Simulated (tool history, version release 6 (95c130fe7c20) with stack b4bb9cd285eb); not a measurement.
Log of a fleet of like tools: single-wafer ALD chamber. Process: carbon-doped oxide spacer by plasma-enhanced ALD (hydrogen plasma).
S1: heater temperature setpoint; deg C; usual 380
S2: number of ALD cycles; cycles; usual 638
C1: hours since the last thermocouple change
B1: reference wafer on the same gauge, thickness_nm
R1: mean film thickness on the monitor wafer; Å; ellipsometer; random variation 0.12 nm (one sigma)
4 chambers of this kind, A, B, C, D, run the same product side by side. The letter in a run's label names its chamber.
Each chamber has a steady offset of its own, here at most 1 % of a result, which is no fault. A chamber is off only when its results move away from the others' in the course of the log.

run    day   S1   S2      C1      B1      R1
 1D  0.233  380  638  1014.5  26.316  317.46
 2A    0.5  380  638  2244.6  26.312   317.2
 3C  0.825  380  638    37.3  26.305  315.02
 4B  1.062  380  638   204.4  26.292   319.8
 5A  1.421  380  638  2266.7  26.309  318.74
 6D  1.758  380  638  1051.1  26.311  319.68
 7B  2.021  389  566   227.4  26.296  285.42
 8C  2.383  389  566    74.7  26.272  281.52
 9A   2.65  389  566  2296.2  26.298  281.86
10D  2.892  389  566  1078.3  26.333  284.26
11B  3.242  380  638   256.7  26.274  320.16
12C  3.417  388  599    99.5    26.3  297.96
13A  3.679  388  599  2320.9  26.314  299.14
14C  3.871  388  599   110.4  26.297  298.47
15B  4.117  388  599   277.7   26.32  299.09
16D  4.492  380  638  1116.7   26.29  320.42
17D  4.862  380  638  1125.6  26.298  320.53
18C   5.25  380  638   143.5  26.315  317.96
19B   5.55  380  638   312.1  26.316  321.01
20A   5.75  380  638  2370.6  26.281  317.37
21A  6.046  380  638  2377.7  26.287  319.99
     6.117  -- chamber A: thermocouple changed; heater temperature recalibrated
22B  6.438  393  567   333.4  26.304  283.86
23D  6.767  393  567  1171.3  26.263   284.4
24C   7.15  393  567   189.1  26.309  280.34
25C  7.458  393  567   196.5  26.323  280.59
26B  7.708  380  638   363.9  26.288  318.36
27A  8.071  367  638      47  26.313  319.03
28D  8.379  367  638    1210  26.295  318.03

All 4 chambers run these settings next. Forecast each chamber's results:
29A  8.667  380  638           ?
29B  8.667  380  638           ?
29C  8.667  380  638           ?
29D  8.667  380  638           ?

run      R1
29A   318.5
29B  320.78
29C  318.22
29D  320.46
